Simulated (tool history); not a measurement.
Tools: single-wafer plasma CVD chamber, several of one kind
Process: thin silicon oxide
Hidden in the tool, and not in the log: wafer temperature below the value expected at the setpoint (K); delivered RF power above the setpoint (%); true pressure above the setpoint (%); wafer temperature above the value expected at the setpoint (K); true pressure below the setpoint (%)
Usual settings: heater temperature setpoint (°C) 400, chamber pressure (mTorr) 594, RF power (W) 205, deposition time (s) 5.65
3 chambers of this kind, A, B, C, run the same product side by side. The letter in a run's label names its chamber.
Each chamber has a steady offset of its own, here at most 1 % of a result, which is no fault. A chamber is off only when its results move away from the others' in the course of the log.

run   hour  heater temperature setpoint (°C)  chamber pressure (mTorr)  RF power (W)  deposition time (s)  hours since the last thermocouple change  hours since the last RF generator calibration  hours since the last manometer calibration  read-back reference wafer on the same gauge, thickness_nm  mean film thickness on the monitor wafer (nm)
 1B    5.5                               400                       594           205                 5.65                                     896.4                                          729.5                                      1005.1                                                     5.8203                                         6.3912
 2C   11.4                               400                       594           205                 5.65                                    1148.7                                          501.5                                      1277.9                                                     5.8196                                         6.3734
 3A   15.8                               400                       594           205                 5.65                                    1562.4                                          683.1                                       487.3                                                     5.8223                                         6.4895
 4A   20.7                               400                       594           205                 5.65                                    1567.3                                          688.0                                       492.2                                                     5.8210                                         6.4907
 5C   23.7                               400                       594           205                 5.65                                    1161.0                                          513.8                                      1290.2                                                     5.8225                                         6.3878
 6B   27.5                               400                       594           205                 5.65                                     918.4                                          751.5                                      1027.1                                                     5.8172                                         6.3776
 7A   32.4                               400                       594           205                 5.65                                    1579.0                                          699.7                                       503.9                                                     5.8233                                         6.4979
 8B   37.3                               400                       594           205                 5.65                                     928.2                                          761.3                                      1036.9                                                     5.8194                                         6.4028
 9C   40.9                               400                       594           205                 5.65                                    1178.2                                          531.0                                      1307.4                                                     5.8204                                         6.3737
10A   45.0                               400                       594           205                 5.65                                    1591.6                                          712.3                                       516.5                                                     5.8214                                         6.4874
11B   48.7                               400                       594           205                 5.65                                     939.6                                          772.7                                      1048.3                                                     5.8186                                         6.3755
12C   54.4                               400                       594           205                 5.65                                    1191.7                                          544.5                                      1320.9                                                     5.8207                                         6.3811
13B   58.4                               400                       594           205                 5.65                                     949.3                                          782.4                                      1058.0                                                     5.8207                                         6.3758
14A   63.3                               400                       594           205                 5.65                                    1609.9                                          730.6                                       534.8                                                     5.8182                                         6.5116
15C   67.7                               400                       594           205                 5.65                                    1205.0                                          557.8                                      1334.2                                                     5.8206                                         6.3618
      70.0  -- chamber C: capacitance manometer re-zeroed and calibrated
16C   72.6                               400                       594           205                 5.65                                    1209.9                                          562.7                                         2.6                                                     5.8152                                         6.2747
17B   76.7                               400                       594           205                 5.65                                     967.6                                          800.7                                      1076.3                                                     5.8184                                         6.3767
18A   82.6                               400                       594           205                 6.61                                    1629.2                                          749.9                                       554.1                                                     5.8179                                         7.6099
19A   87.5                               400                       594           205                 6.61                                    1634.1                                          754.8                                       559.0                                                     5.8215                                         7.5866
20C   91.7                               400                       594           205                 6.61                                    1229.0                                          581.8                                        21.7                                                     5.8204                                         7.3512
21B   95.6                               400                       594           205                 5.65                                     986.5                                          819.6                                      1095.2                                                     5.8178                                         6.3874
22B   98.7                               400                       594           205                 5.65                                     989.6                                          822.7                                      1098.3                                                     5.8186                                         6.3832
23A  104.0                               389                       594           205                 5.65                                    1650.6                                          771.3                                       575.5                                                     5.8172                                         6.5294
24C  107.5                               389                       594           205                 5.65                                    1244.8                                          597.6                                        37.5                                                     5.8174                                         6.3085
25C  113.3                               389                       594           205                 5.65                                    1250.6                                          603.4                                        43.3                                                     5.8190                                         6.3003
26B  118.4                               400                       594           205                 5.65                                    1009.3                                          842.4                                      1118.0                                                     5.8199                                         6.3777
27A  123.2                               400                       594           205                 5.65                                    1669.8                                          790.5                                       594.7                                                     5.8196                                         6.4853

All 3 chambers run these settings next. Forecast each chamber's results:
28A  128.0                               400                       594           170                 5.65                                                                                                                                                                                                                                              ?
28B  128.0                               400                       594           170                 5.65                                                                                                                                                                                                                                              ?
28C  128.0                               400                       594           170                 5.65                                                                                                                                                                                                                                              ?

run  mean film thickness on the monitor wafer (nm)
28A                                         5.9003
28B                                         5.8102
28C                                         5.7062

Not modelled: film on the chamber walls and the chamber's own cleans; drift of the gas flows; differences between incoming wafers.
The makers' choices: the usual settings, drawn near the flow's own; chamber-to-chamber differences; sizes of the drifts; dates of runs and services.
